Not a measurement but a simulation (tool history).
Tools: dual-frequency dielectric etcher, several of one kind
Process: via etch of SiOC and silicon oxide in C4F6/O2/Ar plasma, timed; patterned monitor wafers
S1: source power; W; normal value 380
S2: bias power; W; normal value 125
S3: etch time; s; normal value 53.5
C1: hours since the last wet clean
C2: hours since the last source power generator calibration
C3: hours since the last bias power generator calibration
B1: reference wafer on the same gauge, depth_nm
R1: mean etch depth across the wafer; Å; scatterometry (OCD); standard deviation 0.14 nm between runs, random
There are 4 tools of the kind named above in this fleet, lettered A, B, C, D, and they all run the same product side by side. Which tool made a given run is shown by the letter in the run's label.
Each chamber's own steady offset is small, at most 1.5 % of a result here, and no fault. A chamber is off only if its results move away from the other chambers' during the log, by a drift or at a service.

Run 1C, hour 4.0: usual settings; C1 8.6; C2 1319.9; C3 2695.8; B1 50.766. Result: R1 531.17 Å.
At hour 9.9: chamber B: wet clean of the chamber.
Run 2A, hour 12.8: usual settings; C1 246.6; C2 1377.5; C3 1888.2; B1 50.786. Result: R1 531.21 Å.
Run 3D, hour 17.6: usual settings; C1 325.6; C2 3748.4; C3 318.2; B1 50.784. Result: R1 523.35 Å.
Run 4B, hour 21.9: usual settings; C1 12.1; C2 2022.1; C3 3642.3; B1 50.790. Result: R1 534.94 Å.
Run 5A, hour 29.0: usual settings; C1 262.8; C2 1393.7; C3 1904.4; B1 50.787. Result: R1 529.17 Å.
Run 6C, hour 34.2: usual settings; C1 38.8; C2 1350.1; C3 2726.0; B1 50.809. Result: R1 528.87 Å.
Run 7D, hour 38.6: usual settings; C1 346.6; C2 3769.4; C3 339.2; B1 50.824. Result: R1 524.62 Å.
Run 8B, hour 45.9: usual settings but S3 39.5 s; C1 36.1; C2 2046.1; C3 3666.3; B1 50.758. Result: R1 392.77 Å.
Run 9D, hour 51.9: usual settings but S3 39.5 s; C1 359.9; C2 3782.7; C3 352.5; B1 50.803. Result: R1 387.79 Å.
Run 10A, hour 60.1: usual settings but S3 39.5 s; C1 293.9; C2 1424.8; C3 1935.5; B1 50.787. Result: R1 389.14 Å.
Run 11C, hour 65.3: usual settings but S3 39.5 s; C1 69.9; C2 1381.2; C3 2757.1; B1 50.780. Result: R1 390.81 Å.
Run 12B, hour 73.4: usual settings; C1 63.6; C2 2073.6; C3 3693.8; B1 50.822. Result: R1 532.44 Å.
Run 13B, hour 79.9: usual settings; C1 70.1; C2 2080.1; C3 3700.3; B1 50.772. Result: R1 532.98 Å.
Run 14A, hour 86.6: usual settings; C1 320.4; C2 1451.3; C3 1962.0; B1 50.823. Result: R1 530.92 Å.
Run 15D, hour 95.4: usual settings; C1 403.4; C2 3826.2; C3 396.0; B1 50.816. Result: R1 525.02 Å.
Run 16C, hour 103.4: usual settings; C1 108.0; C2 1419.3; C3 2795.2; B1 50.755. Result: R1 529.66 Å.
Run 17B, hour 112.6: usual settings; C1 102.8; C2 2112.8; C3 3733.0; B1 50.768. Result: R1 534.99 Å.
At hour 115.2: chamber D: wet clean of the chamber.
Run 18A, hour 119.9: usual settings but S2 142 W, S3 38.5 s; C1 353.7; C2 1484.6; C3 1995.3; B1 50.811. Result: R1 395.85 Å.
Run 19C, hour 126.9: usual settings but S2 142 W, S3 38.5 s; C1 131.5; C2 1442.8; C3 2818.7; B1 50.852. Result: R1 396.17 Å.
Run 20D, hour 133.7: usual settings but S2 142 W, S3 38.5 s; C1 18.6; C2 3864.5; C3 434.3; B1 50.783. Result: R1 391.02 Å.
Run 21B, hour 139.4: usual settings but S2 142 W, S3 38.5 s; C1 129.6; C2 2139.6; C3 3759.8; B1 50.805. Result: R1 398.23 Å.
Run 22C, hour 146.0: usual settings; C1 150.6; C2 1461.9; C3 2837.8; B1 50.811. Result: R1 529.12 Å.
Run 23D, hour 150.8: usual settings; C1 35.7; C2 3881.6; C3 451.4; B1 50.792. Result: R1 522.62 Å.
Run 24A, hour 157.1: usual settings but S1 330 W, S2 98 W; C1 390.9; C2 1521.8; C3 2032.5; B1 50.820. Result: R1 465.61 Å.
Run 25A, hour 162.7: usual settings but S1 330 W, S2 98 W; C1 396.5; C2 1527.4; C3 2038.1; B1 50.824. Result: R1 466.36 Å.
Run 26C, hour 167.1: usual settings but S1 330 W, S2 98 W; C1 171.7; C2 1483.0; C3 2858.9; B1 50.857. Result: R1 465.57 Å.
Run 27D, hour 171.3: usual settings but S1 330 W, S2 98 W; C1 56.2; C2 3902.1; C3 471.9; B1 50.794. Result: R1 461.33 Å.
Run 28B, hour 178.6: usual settings; C1 168.8; C2 2178.8; C3 3799.0; B1 50.770. Result: R1 531.74 Å.
Run 29B, hour 187.2: usual settings but S1 450 W, S3 43.0 s; C1 177.4; C2 2187.4; C3 3807.6; B1 50.779. Result: R1 457.36 Å.
Run 30C, hour 192.9: usual settings but S1 450 W, S3 43.0 s; C1 197.5; C2 1508.8; C3 2884.7; B1 50.794. Result: R1 454.82 Å.
Run 31A, hour 197.1: usual settings but S1 450 W, S3 43.0 s; C1 430.9; C2 1561.8; C3 2072.5; B1 50.779. Result: R1 455.14 Å.
Run 32D, hour 202.9: usual settings but S1 450 W, S3 43.0 s; C1 87.8; C2 3933.7; C3 503.5; B1 50.806. Result: R1 449.42 Å.
Run 33B, hour 210.7: usual settings but S2 139 W; C1 200.9; C2 2210.9; C3 3831.1; B1 50.782. Result: R1 550.78 Å.
Run 34D, hour 219.5: usual settings but S2 139 W; C1 104.4; C2 3950.3; C3 520.1; B1 50.809. Result: R1 539.75 Å.
Run 35A, hour 228.5: usual settings but S2 139 W; C1 462.3; C2 1593.2; C3 2103.9; B1 50.829. Result: R1 547.75 Å.
Run 36C, hour 235.8: usual settings but S2 139 W; C1 240.4; C2 1551.7; C3 2927.6; B1 50.781. Result: R1 544.11 Å.
Run 37B, hour 244.4: usual settings; C1 234.6; C2 2244.6; C3 3864.8; B1 50.792. Result: R1 532.29 Å.
Run 38D, hour 252.6: usual settings; C1 137.5; C2 3983.4; C3 553.2; B1 50.820. Result: R1 524.50 Å.
Run 39C, hour 260.3: usual settings; C1 264.9; C2 1576.2; C3 2952.1; B1 50.798. Result: R1 526.72 Å.
Run 40A, hour 268.8: usual settings; C1 502.6; C2 1633.5; C3 2144.2; B1 50.796. Result: R1 528.04 Å.
Run 41A, hour 275.0: usual settings; C1 508.8; C2 1639.7; C3 2150.4; B1 50.819. Result: R1 532.70 Å.
Run 42C, hour 283.2: usual settings; C1 287.8; C2 1599.1; C3 2975.0; B1 50.850. Result: R1 527.22 Å.
Run 43D, hour 290.6: usual settings; C1 175.5; C2 4021.4; C3 591.2; B1 50.794. Result: R1 523.36 Å.

Does one chamber stand apart from the rest, does the shared gauge drift, or is all well apart from small per-chamber offsets? Give the chamber and the most likely cause, where there is one.

No chamber is off and the gauge is stable; the differences are just each chamber's small, constant offset.
